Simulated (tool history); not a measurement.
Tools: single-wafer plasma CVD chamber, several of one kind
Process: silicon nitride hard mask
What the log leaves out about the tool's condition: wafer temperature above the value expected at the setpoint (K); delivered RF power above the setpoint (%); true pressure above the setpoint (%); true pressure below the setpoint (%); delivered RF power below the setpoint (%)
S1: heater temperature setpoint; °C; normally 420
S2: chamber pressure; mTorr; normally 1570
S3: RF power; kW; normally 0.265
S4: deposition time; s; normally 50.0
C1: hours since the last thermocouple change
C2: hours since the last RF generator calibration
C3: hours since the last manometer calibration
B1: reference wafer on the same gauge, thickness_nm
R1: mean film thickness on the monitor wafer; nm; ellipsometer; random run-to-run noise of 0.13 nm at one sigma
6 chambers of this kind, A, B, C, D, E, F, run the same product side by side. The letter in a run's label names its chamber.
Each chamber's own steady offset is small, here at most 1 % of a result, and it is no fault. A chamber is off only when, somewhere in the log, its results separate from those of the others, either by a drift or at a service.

{"hour": 2.8, "done": "chamber B: RF generator calibrated"}
{"run": "1D", "hour": 7.7, "S1": 420, "S2": 1570, "S3": 0.265, "S4": 50.0, "C1": 1374.9, "C2": 1909.8, "C3": 762.6, "B1": 54.396, "R1": 51.962}
{"run": "2E", "hour": 13.3, "S1": 420, "S2": 1570, "S3": 0.265, "S4": 50.0, "C1": 1260.3, "C2": 221.9, "C3": 2266.2, "B1": 54.367, "R1": 52.454}
{"run": "3B", "hour": 17.4, "S1": 420, "S2": 1570, "S3": 0.265, "S4": 50.0, "C1": 232.0, "C2": 14.6, "C3": 430.2, "B1": 54.391, "R1": 52.069}
{"run": "4F", "hour": 23.7, "S1": 420, "S2": 1570, "S3": 0.265, "S4": 50.0, "C1": 1025.0, "C2": 1502.0, "C3": 1111.8, "B1": 54.417, "R1": 52.549}
{"run": "5C", "hour": 28.9, "S1": 420, "S2": 1570, "S3": 0.265, "S4": 50.0, "C1": 652.2, "C2": 72.6, "C3": 607.5, "B1": 54.395, "R1": 52.539}
{"run": "6A", "hour": 33.8, "S1": 420, "S2": 1570, "S3": 0.265, "S4": 50.0, "C1": 238.1, "C2": 38.7, "C3": 1117.2, "B1": 54.411, "R1": 52.374}
{"run": "7F", "hour": 42.0, "S1": 420, "S2": 1570, "S3": 0.265, "S4": 50.0, "C1": 1043.3, "C2": 1520.3, "C3": 1130.1, "B1": 54.37, "R1": 52.509}
{"run": "8C", "hour": 49.4, "S1": 420, "S2": 1570, "S3": 0.265, "S4": 50.0, "C1": 672.7, "C2": 93.1, "C3": 628.0, "B1": 54.391, "R1": 52.791}
{"run": "9B", "hour": 56.3, "S1": 420, "S2": 1570, "S3": 0.265, "S4": 50.0, "C1": 270.9, "C2": 53.5, "C3": 469.1, "B1": 54.368, "R1": 51.965}
{"run": "10E", "hour": 63.3, "S1": 420, "S2": 1570, "S3": 0.265, "S4": 50.0, "C1": 1310.3, "C2": 271.9, "C3": 2316.2, "B1": 54.385, "R1": 52.435}
{"run": "11A", "hour": 67.8, "S1": 420, "S2": 1570, "S3": 0.265, "S4": 50.0, "C1": 272.1, "C2": 72.7, "C3": 1151.2, "B1": 54.397, "R1": 52.637}
{"run": "12D", "hour": 71.8, "S1": 420, "S2": 1710, "S3": 0.265, "S4": 53.4, "C1": 1439.0, "C2": 1973.9, "C3": 826.7, "B1": 54.403, "R1": 56.92}
{"run": "13E", "hour": 79.5, "S1": 420, "S2": 1710, "S3": 0.265, "S4": 53.4, "C1": 1326.5, "C2": 288.1, "C3": 2332.4, "B1": 54.402, "R1": 57.256}
{"run": "14B", "hour": 87.3, "S1": 420, "S2": 1710, "S3": 0.265, "S4": 53.4, "C1": 301.9, "C2": 84.5, "C3": 500.1, "B1": 54.384, "R1": 57.137}
{"run": "15C", "hour": 91.9, "S1": 420, "S2": 1710, "S3": 0.265, "S4": 53.4, "C1": 715.2, "C2": 135.6, "C3": 670.5, "B1": 54.422, "R1": 57.374}
{"run": "16A", "hour": 98.7, "S1": 420, "S2": 1710, "S3": 0.265, "S4": 53.4, "C1": 303.0, "C2": 103.6, "C3": 1182.1, "B1": 54.427, "R1": 57.397}
{"run": "17D", "hour": 103.6, "S1": 420, "S2": 1710, "S3": 0.265, "S4": 53.4, "C1": 1470.8, "C2": 2005.7, "C3": 858.5, "B1": 54.379, "R1": 57.007}
{"run": "18F", "hour": 109.5, "S1": 420, "S2": 1570, "S3": 0.265, "S4": 50.0, "C1": 1110.8, "C2": 1587.8, "C3": 1197.6, "B1": 54.38, "R1": 52.733}
{"run": "19F", "hour": 114.8, "S1": 420, "S2": 1570, "S3": 0.265, "S4": 50.0, "C1": 1116.1, "C2": 1593.1, "C3": 1202.9, "B1": 54.39, "R1": 52.355}
{"run": "20C", "hour": 122.3, "S1": 420, "S2": 1230, "S3": 0.265, "S4": 44.8, "C1": 745.6, "C2": 166.0, "C3": 700.9, "B1": 54.401, "R1": 43.851}
{"run": "21D", "hour": 128.5, "S1": 420, "S2": 1230, "S3": 0.265, "S4": 44.8, "C1": 1495.7, "C2": 2030.6, "C3": 883.4, "B1": 54.398, "R1": 43.296}
{"run": "22E", "hour": 132.3, "S1": 420, "S2": 1230, "S3": 0.265, "S4": 44.8, "C1": 1379.3, "C2": 340.9, "C3": 2385.2, "B1": 54.434, "R1": 43.483}
{"run": "23A", "hour": 139.7, "S1": 420, "S2": 1230, "S3": 0.265, "S4": 44.8, "C1": 344.0, "C2": 144.6, "C3": 1223.1, "B1": 54.414, "R1": 43.818}
{"run": "24B", "hour": 144.0, "S1": 420, "S2": 1230, "S3": 0.265, "S4": 44.8, "C1": 358.6, "C2": 141.2, "C3": 556.8, "B1": 54.399, "R1": 43.386}
{"run": "25C", "hour": 152.3, "S1": 420, "S2": 1230, "S3": 0.265, "S4": 44.8, "C1": 775.6, "C2": 196.0, "C3": 730.9, "B1": 54.394, "R1": 43.782}
{"run": "26F", "hour": 159.2, "S1": 420, "S2": 1570, "S3": 0.265, "S4": 50.0, "C1": 1160.5, "C2": 1637.5, "C3": 1247.3, "B1": 54.388, "R1": 52.497}
{"run": "27D", "hour": 163.1, "S1": 420, "S2": 1570, "S3": 0.265, "S4": 50.0, "C1": 1530.3, "C2": 2065.2, "C3": 918.0, "B1": 54.394, "R1": 51.985}
{"run": "28B", "hour": 168.5, "S1": 420, "S2": 1570, "S3": 0.265, "S4": 50.0, "C1": 383.1, "C2": 165.7, "C3": 581.3, "B1": 54.39, "R1": 51.917}
{"run": "29A", "hour": 176.7, "S1": 420, "S2": 1570, "S3": 0.265, "S4": 50.0, "C1": 381.0, "C2": 181.6, "C3": 1260.1, "B1": 54.413, "R1": 52.26}
{"run": "30E", "hour": 184.1, "S1": 407, "S2": 1400, "S3": 0.265, "S4": 50.0, "C1": 1431.1, "C2": 392.7, "C3": 2437.0, "B1": 54.42, "R1": 50.846}
{"run": "31D", "hour": 191.9, "S1": 407, "S2": 1400, "S3": 0.265, "S4": 50.0, "C1": 1559.1, "C2": 2094.0, "C3": 946.8, "B1": 54.419, "R1": 50.573}
{"run": "32B", "hour": 199.4, "S1": 407, "S2": 1400, "S3": 0.265, "S4": 50.0, "C1": 414.0, "C2": 196.6, "C3": 612.2, "B1": 54.399, "R1": 50.413}
{"run": "33F", "hour": 205.8, "S1": 407, "S2": 1400, "S3": 0.265, "S4": 50.0, "C1": 1207.1, "C2": 1684.1, "C3": 1293.9, "B1": 54.401, "R1": 51.056}
{"run": "34A", "hour": 212.9, "S1": 407, "S2": 1400, "S3": 0.265, "S4": 50.0, "C1": 417.2, "C2": 217.8, "C3": 1296.3, "B1": 54.398, "R1": 50.962}
{"run": "35C", "hour": 218.9, "S1": 407, "S2": 1400, "S3": 0.265, "S4": 50.0, "C1": 842.2, "C2": 262.6, "C3": 797.5, "B1": 54.382, "R1": 51.042}
{"run": "36E", "hour": 222.8, "S1": 420, "S2": 1570, "S3": 0.265, "S4": 50.0, "C1": 1469.8, "C2": 431.4, "C3": 2475.7, "B1": 54.395, "R1": 52.254}
{"run": "37F", "hour": 230.9, "S1": 420, "S2": 1570, "S3": 0.265, "S4": 50.0, "C1": 1232.2, "C2": 1709.2, "C3": 1319.0, "B1": 54.392, "R1": 52.415}
{"run": "38C", "hour": 238.6, "S1": 420, "S2": 1210, "S3": 0.265, "S4": 50.0, "C1": 861.9, "C2": 282.3, "C3": 817.2, "B1": 54.425, "R1": 48.729}
{"run": "39D", "hour": 246.4, "S1": 420, "S2": 1210, "S3": 0.265, "S4": 50.0, "C1": 1613.6, "C2": 2148.5, "C3": 1001.3, "B1": 54.429, "R1": 47.832}
{"run": "40A", "hour": 253.4, "S1": 420, "S2": 1210, "S3": 0.265, "S4": 50.0, "C1": 457.7, "C2": 258.3, "C3": 1336.8, "B1": 54.413, "R1": 48.652}
{"run": "41E", "hour": 258.6, "S1": 420, "S2": 1210, "S3": 0.265, "S4": 50.0, "C1": 1505.6, "C2": 467.2, "C3": 2511.5, "B1": 54.371, "R1": 48.316}
{"run": "42B", "hour": 266.7, "S1": 420, "S2": 1210, "S3": 0.265, "S4": 50.0, "C1": 481.3, "C2": 263.9, "C3": 679.5, "B1": 54.4, "R1": 48.158}
{"run": "43F", "hour": 274.4, "S1": 420, "S2": 1210, "S3": 0.265, "S4": 50.0, "C1": 1275.7, "C2": 1752.7, "C3": 1362.5, "B1": 54.387, "R1": 48.501}
{"run": "44C", "hour": 279.4, "S1": 420, "S2": 1570, "S3": 0.265, "S4": 50.0, "C1": 902.7, "C2": 323.1, "C3": 858.0, "B1": 54.405, "R1": 52.579}

All chambers now run identical settings, listed one chamber a line with results as question marks. What results will each chamber show?
{"run": "45A", "hour": 285.3, "S1": 420, "S2": 1570, "S3": 0.265, "S4": 50.0, "R1": "?"}
{"run": "45B", "hour": 285.3, "S1": 420, "S2": 1570, "S3": 0.265, "S4": 50.0, "R1": "?"}
{"run": "45C", "hour": 285.3, "S1": 420, "S2": 1570, "S3": 0.265, "S4": 50.0, "R1": "?"}
{"run": "45D", "hour": 285.3, "S1": 420, "S2": 1570, "S3": 0.265, "S4": 50.0, "R1": "?"}
{"run": "45E", "hour": 285.3, "S1": 420, "S2": 1570, "S3": 0.265, "S4": 50.0, "R1": "?"}
{"run": "45F", "hour": 285.3, "S1": 420, "S2": 1570, "S3": 0.265, "S4": 50.0, "R1": "?"}

run=45A R1=52.557
run=45B R1=52.053
run=45C R1=52.523
run=45D R1=51.791
run=45E R1=52.297
run=45F R1=52.635

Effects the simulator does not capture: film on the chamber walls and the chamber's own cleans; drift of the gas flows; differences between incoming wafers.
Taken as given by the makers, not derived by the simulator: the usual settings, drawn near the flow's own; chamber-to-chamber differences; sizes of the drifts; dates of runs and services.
